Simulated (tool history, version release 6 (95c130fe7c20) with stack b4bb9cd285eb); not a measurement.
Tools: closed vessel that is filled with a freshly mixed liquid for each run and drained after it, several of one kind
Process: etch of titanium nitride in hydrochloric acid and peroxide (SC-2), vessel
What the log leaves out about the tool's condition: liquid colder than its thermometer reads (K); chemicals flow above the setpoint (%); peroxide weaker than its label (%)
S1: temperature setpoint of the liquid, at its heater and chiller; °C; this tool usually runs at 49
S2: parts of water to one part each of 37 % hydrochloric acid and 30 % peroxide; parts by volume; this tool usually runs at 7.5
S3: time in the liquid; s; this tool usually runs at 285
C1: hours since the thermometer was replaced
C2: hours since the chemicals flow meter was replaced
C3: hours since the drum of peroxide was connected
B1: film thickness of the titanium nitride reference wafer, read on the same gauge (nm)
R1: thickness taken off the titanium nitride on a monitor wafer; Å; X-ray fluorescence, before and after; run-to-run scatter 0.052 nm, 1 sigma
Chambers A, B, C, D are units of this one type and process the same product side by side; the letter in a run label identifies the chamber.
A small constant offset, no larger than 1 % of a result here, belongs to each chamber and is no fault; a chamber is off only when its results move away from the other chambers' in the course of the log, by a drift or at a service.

Run 1B, hour 14.9: usual settings; C1 1412.8; C2 45; C3 769.2; B1 79.975. Result: R1 52.04 Å.
At hour 18.4: chamber B: thermometer replaced.
Run 2A, hour 29: usual settings; C1 254.1; C2 824.4; C3 296.9; B1 80.001. Result: R1 53.235 Å.
Run 3C, hour 37.5: usual settings; C1 49; C2 619.8; C3 112.6; B1 80.008. Result: R1 53.52 Å.
Run 4D, hour 49.7: usual settings; C1 1722.3; C2 83.8; C3 214.2; B1 80.018. Result: R1 52.667 Å.
Run 5C, hour 59.9: usual settings; C1 71.4; C2 642.2; C3 135; B1 80.002. Result: R1 53.594 Å.
Run 6B, hour 70.7: usual settings; C1 52.4; C2 100.8; C3 825; B1 79.998. Result: R1 52.359 Å.
Run 7D, hour 82.9: usual settings; C1 1755.5; C2 117; C3 247.4; B1 79.994. Result: R1 52.687 Å.
Run 8A, hour 91: usual settings; C1 316.1; C2 886.4; C3 358.9; B1 79.992. Result: R1 52.072 Å.
Run 9B, hour 100.3: usual settings; C1 82; C2 130.4; C3 854.6; B1 79.997. Result: R1 52.533 Å.
Run 10A, hour 111.7: usual settings; C1 336.8; C2 907.1; C3 379.6; B1 80.005. Result: R1 52.415 Å.
Run 11D, hour 118.3: usual settings; C1 1790.9; C2 152.4; C3 282.8; B1 80.004. Result: R1 51.547 Å.
At hour 120.8: chamber B: new drum of peroxide connected.
Run 12C, hour 126.1: usual settings; C1 137.6; C2 708.4; C3 201.2; B1 79.99. Result: R1 53.72 Å.
At hour 129.2: chamber A: new drum of peroxide connected.
Run 13B, hour 140.1: usual settings; C1 121.8; C2 170.2; C3 19.3; B1 79.998. Result: R1 52.152 Å.
Run 14A, hour 155: usual settings; C1 380.1; C2 950.4; C3 25.8; B1 79.999. Result: R1 52.905 Å.
Run 15C, hour 166.6: usual settings; C1 178.1; C2 748.9; C3 241.7; B1 79.994. Result: R1 53.266 Å.
Run 16D, hour 178.2: usual settings; C1 1850.8; C2 212.3; C3 342.7; B1 79.987. Result: R1 50.373 Å.
Run 17A, hour 191.6: usual settings; C1 416.7; C2 987; C3 62.4; B1 80.017. Result: R1 52.694 Å.
Run 18D, hour 205.4: usual settings but S2 9 parts by volume; C1 1878; C2 239.5; C3 369.9; B1 80.025. Result: R1 42.886 Å.
Run 19B, hour 215.4: usual settings but S2 9 parts by volume; C1 197.1; C2 245.5; C3 94.6; B1 79.993. Result: R1 46.223 Å.
Run 20C, hour 230.3: usual settings but S2 9 parts by volume; C1 241.8; C2 812.6; C3 305.4; B1 80. Result: R1 46.772 Å.
Run 21B, hour 236.9: usual settings but S2 9 parts by volume; C1 218.6; C2 267; C3 116.1; B1 79.983. Result: R1 45.225 Å.
Run 22A, hour 250.2: usual settings but S2 5 parts by volume; C1 475.3; C2 1045.6; C3 121; B1 80.003. Result: R1 72.66 Å.
Run 23D, hour 261.6: usual settings but S2 5 parts by volume; C1 1934.2; C2 295.7; C3 426.1; B1 79.993. Result: R1 66.512 Å.
Run 24C, hour 272.5: usual settings but S2 5 parts by volume; C1 284; C2 854.8; C3 347.6; B1 79.98. Result: R1 72.975 Å.
Run 25B, hour 282.1: usual settings but S2 5 parts by volume; C1 263.8; C2 312.2; C3 161.3; B1 79.986. Result: R1 71.673 Å.
Run 26C, hour 291.5: usual settings; C1 303; C2 873.8; C3 366.6; B1 80.007. Result: R1 54.202 Å.
Run 27A, hour 301.8: usual settings; C1 526.9; C2 1097.2; C3 172.6; B1 80.014. Result: R1 51.718 Å.

Has any chamber moved away from the others, gradually or after a service, or does the common gauge drift, or do the chambers differ only by their own small steady offsets? State the chamber and the most likely cause if one applies.

One chamber, D, drifts off from the rest bit by bit.
Most likely cause: liquid colder than its thermometer reads (K) = 1.37.
From this log alone, it may not be told apart from: chemicals flow below the setpoint (%); peroxide weaker than its label (%).

Which of the 4 candidates below, each the usual settings with something changed and its results left as question marks, puts chamber D back in line with what the other chambers give on the usual settings?
In line means no further than this from the other chambers' mean on the usual settings: R1 1.8 Å
Run 28D-1, hour 312.6: usual settings but S1 48 °C, S3 275 s. Result: R1 ?.
Run 28D-2, hour 312.6: usual settings but S1 50 °C, S3 295 s. Result: R1 ?.
Run 28D-3, hour 312.6: usual settings but S1 46.5 °C. Result: R1 ?.
Run 28D-4, hour 312.6: usual settings but S1 51.5 °C. Result: R1 ?.

Usual-settings mean across the other chambers: R1 52.916 Å
  run      R1
28D-1  43.414
28D-2  53.212
28D-3  40.661
28D-4  56.762
28D-2 puts the chamber back in line with the other chambers.
